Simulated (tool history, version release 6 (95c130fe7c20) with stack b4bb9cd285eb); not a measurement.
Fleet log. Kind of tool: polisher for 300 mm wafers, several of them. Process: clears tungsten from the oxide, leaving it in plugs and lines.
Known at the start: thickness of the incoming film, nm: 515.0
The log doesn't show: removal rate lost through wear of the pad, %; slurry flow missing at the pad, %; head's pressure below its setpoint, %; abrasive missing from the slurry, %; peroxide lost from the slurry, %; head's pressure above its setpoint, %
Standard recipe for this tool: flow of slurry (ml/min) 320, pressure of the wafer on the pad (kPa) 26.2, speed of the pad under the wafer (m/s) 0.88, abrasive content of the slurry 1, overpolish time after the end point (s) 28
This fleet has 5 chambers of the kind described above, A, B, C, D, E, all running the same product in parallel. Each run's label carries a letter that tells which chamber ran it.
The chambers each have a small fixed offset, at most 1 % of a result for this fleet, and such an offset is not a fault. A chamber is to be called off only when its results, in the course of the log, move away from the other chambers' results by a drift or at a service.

run     day  flow of slurry (ml/min)  pressure of the wafer on the pad (kPa)  speed of the pad under the wafer (m/s)  abrasive content of the slurry  overpolish time after the end point (s)  wafers polished on this pad  hours since the slurry nozzle was cleaned  hours since the head pressure was calibrated  hours since the slurry blender was calibrated  hours since the slurry got fresh peroxide  time until the end point was called (s)
      0.121  -- chamber A: slurry tank refilled with fresh slurry and peroxide
        0.3  -- chamber D: worn pad replaced by a new one
 1E   0.338                      320                                    26.2                                    0.88                               1                                       28                           71                                      185.5                                         286.4                                           53.1                                       35.4                                   115.19
 2B   0.758                      320                                    26.2                                    0.88                               1                                       28                          249                                      324.3                                         349.1                                          290.9                                       31.3                                   113.43
          1  -- chamber D: slurry nozzle cleaned
 3D   1.104                      320                                    26.2                                    0.88                               1                                       28                          144                                        2.6                                         542.2                                          144.9                                      160.8                                   114.53
 4C   1.462                      320                                    26.2                                    0.88                               1                                       28                          539                                      171.3                                          42.3                                           46.9                                       53.9                                   112.46
      1.562  -- chamber D: slurry tank refilled with fresh slurry and peroxide
 5A   1.754                      320                                    26.2                                    0.88                               1                                       28                          662                                       86.3                                         425.4                                          243.4                                       39.2                                   115.82
 6C   2.212                      320                                    26.2                                    0.88                               1                                       28                          674                                      189.3                                          60.3                                           64.9                                       71.9                                   110.36
      2.346  -- chamber A: worn pad replaced by a new one
      2.583  -- chamber D: slurry blender recalibrated
 7B   2.738                      320                                    26.2                                    0.88                               1                                       28                          604                                      371.8                                         396.6                                          338.4                                       78.8                                   116.53
 8D   2.979                      320                                    26.2                                    0.88                               1                                       28                          480                                       47.6                                         587.2                                            9.6                                         34                                   114.72
      3.012  -- chamber A: head pressure recalibrated
      3.062  -- chamber E: slurry blender recalibrated
 9A   3.233                      320                                    26.2                                    0.88                               1                                       28                          159                                      121.8                                           5.4                                          278.9                                       74.7                                   117.52
10E   3.708                      320                                    26.2                                    0.88                               1                                       28                          675                                      266.4                                         367.3                                           15.6                                      116.3                                   116.54
      3.875  -- chamber E: slurry tank refilled with fresh slurry and peroxide
11E   4.017                      320                                    26.2                                    0.88                               1                                       28                          730                                      273.8                                         374.7                                             23                                        3.5                                   113.03
12C   4.492                      320                                    26.2                                    0.88                               1                                       28                         1082                                        244                                           115                                          119.6                                      126.6                                   114.56
      4.696  -- chamber E: worn pad replaced by a new one
13B   4.821                      320                                    26.2                                    0.88                               1                                       28                          977                                      421.8                                         446.6                                          388.4                                      128.8                                   115.79
      5.008  -- chamber B: worn pad replaced by a new one
      5.054  -- chamber D: worn pad replaced by a new one
      5.154  -- chamber C: worn pad replaced by a new one
14D   5.279                      320                                    26.2                                    0.88                               1                                       28                           40                                      102.8                                         642.4                                           64.8                                       89.2                                   113.74
      5.625  -- chamber B: slurry blender recalibrated
15A   5.671                      320                                    26.2                                    0.88                               1                                       28                          596                                      180.3                                          63.9                                          337.4                                      133.2                                   114.63
      5.812  -- chamber B: slurry tank refilled with fresh slurry and peroxide
16C   6.058                      320                                    26.2                                    0.88                               1                                       28                          162                                      281.6                                         152.6                                          157.2                                      164.2                                   112.68
17B   6.433                      320                                    26.2                                    0.88                               1                                       28                          255                                      460.5                                         485.3                                           19.5                                         15                                   112.64
      6.667  -- chamber A: slurry tank refilled with fresh slurry and peroxide
        6.9  -- chamber C: slurry nozzle cleaned
      6.958  -- chamber C: slurry tank refilled with fresh slurry and peroxide
      6.962  -- chamber A: worn pad replaced by a new one
18D   6.962                      320                                    26.2                                    0.88                               1                                       28                          342                                      143.2                                         682.8                                          105.2                                      129.6                                   115.18
      7.062  -- chamber A: slurry blender recalibrated
19A   7.383                      320                                    26.2                                    0.88                               1                                       28                           75                                      221.4                                           105                                            7.8                                       17.2                                   112.65
20E   7.662                      320                                    26.2                                    0.88                               1                                       28                          532                                      361.3                                         462.2                                          110.5                                         91                                   113.73
21E   7.975                      320                                    32.4                                    0.88                               1                                       28                          588                                      368.8                                         469.7                                            118                                       98.5                                   94.584
      8.229  -- chamber E: slurry nozzle cleaned
       8.25  -- chamber E: slurry blender recalibrated
22A   8.333                      320                                    32.4                                    0.88                               1                                       28                          245                                      244.2                                         127.8                                           30.6                                         40                                   93.495
23B   8.808                      320                                    32.4                                    0.88                               1                                       28                          681                                      517.5                                         542.3                                           76.5                                         72                                   94.714
      8.967  -- chamber D: worn pad replaced by a new one
      9.067  -- chamber C: slurry blender recalibrated
24D   9.188                      320                                    32.4                                    0.88                               1                                       28                           40                                      196.6                                         736.2                                          158.6                                        183                                   92.655
      9.425  -- chamber D: slurry blender recalibrated
25C   9.525                      320                                    32.4                                    0.88                               1                                       28                          783                                       63.1                                         235.8                                             11                                       61.6                                   94.456
26C   9.912                      320                                    26.2                                     0.6                               1                                       14                          853                                       72.4                                         245.1                                           20.3                                       70.9                                   168.63
      9.938  -- chamber E: slurry tank refilled with fresh slurry and peroxide
     10.129  -- chamber E: worn pad replaced by a new one
     10.417  -- chamber D: slurry tank refilled with fresh slurry and peroxide
27E  10.467                      320                                    26.2                                     0.6                               1                                       14                           60                                       53.8                                         529.5                                           53.3                                       12.7                                   173.21
     10.488  -- chamber A: worn pad replaced by a new one
28B  10.954                      320                                    26.2                                     0.6                               1                                       14                         1066                                        569                                         593.8                                            128                                      123.5                                   169.98
      11.35  -- chamber B: worn pad replaced by a new one
29A  11.392                      320                                    26.2                                     0.6                               1                                       14                          162                                      317.6                                         201.2                                            104                                      113.4                                    167.4
     11.704  -- chamber B: slurry tank refilled with fresh slurry and peroxide
30D  11.917                      320                                    26.2                                     0.6                               1                                       14                          529                                      262.1                                         801.7                                           59.9                                         36                                   165.59
31E  12.196                      320                                    26.2                                    0.88                               1                                       28                          370                                       95.3                                           571                                           94.8                                       54.2                                      114
32D  12.562                      320                                    26.2                                    0.88                               1                                       33                          645                                      277.6                                         817.2                                           75.4                                       51.5                                   114.69
33B  13.071                      320                                    26.2                                    0.88                               1                                       33                          308                                      619.8                                         644.6                                          178.8                                       32.8                                   116.91

What goes on in this fleet: one chamber off, a drifting gauge, or nothing beyond the chambers' own small offsets? Name the chamber and the cause, if any.

Beyond each chamber's small constant offset nothing stands out, and the gauge stays steady.
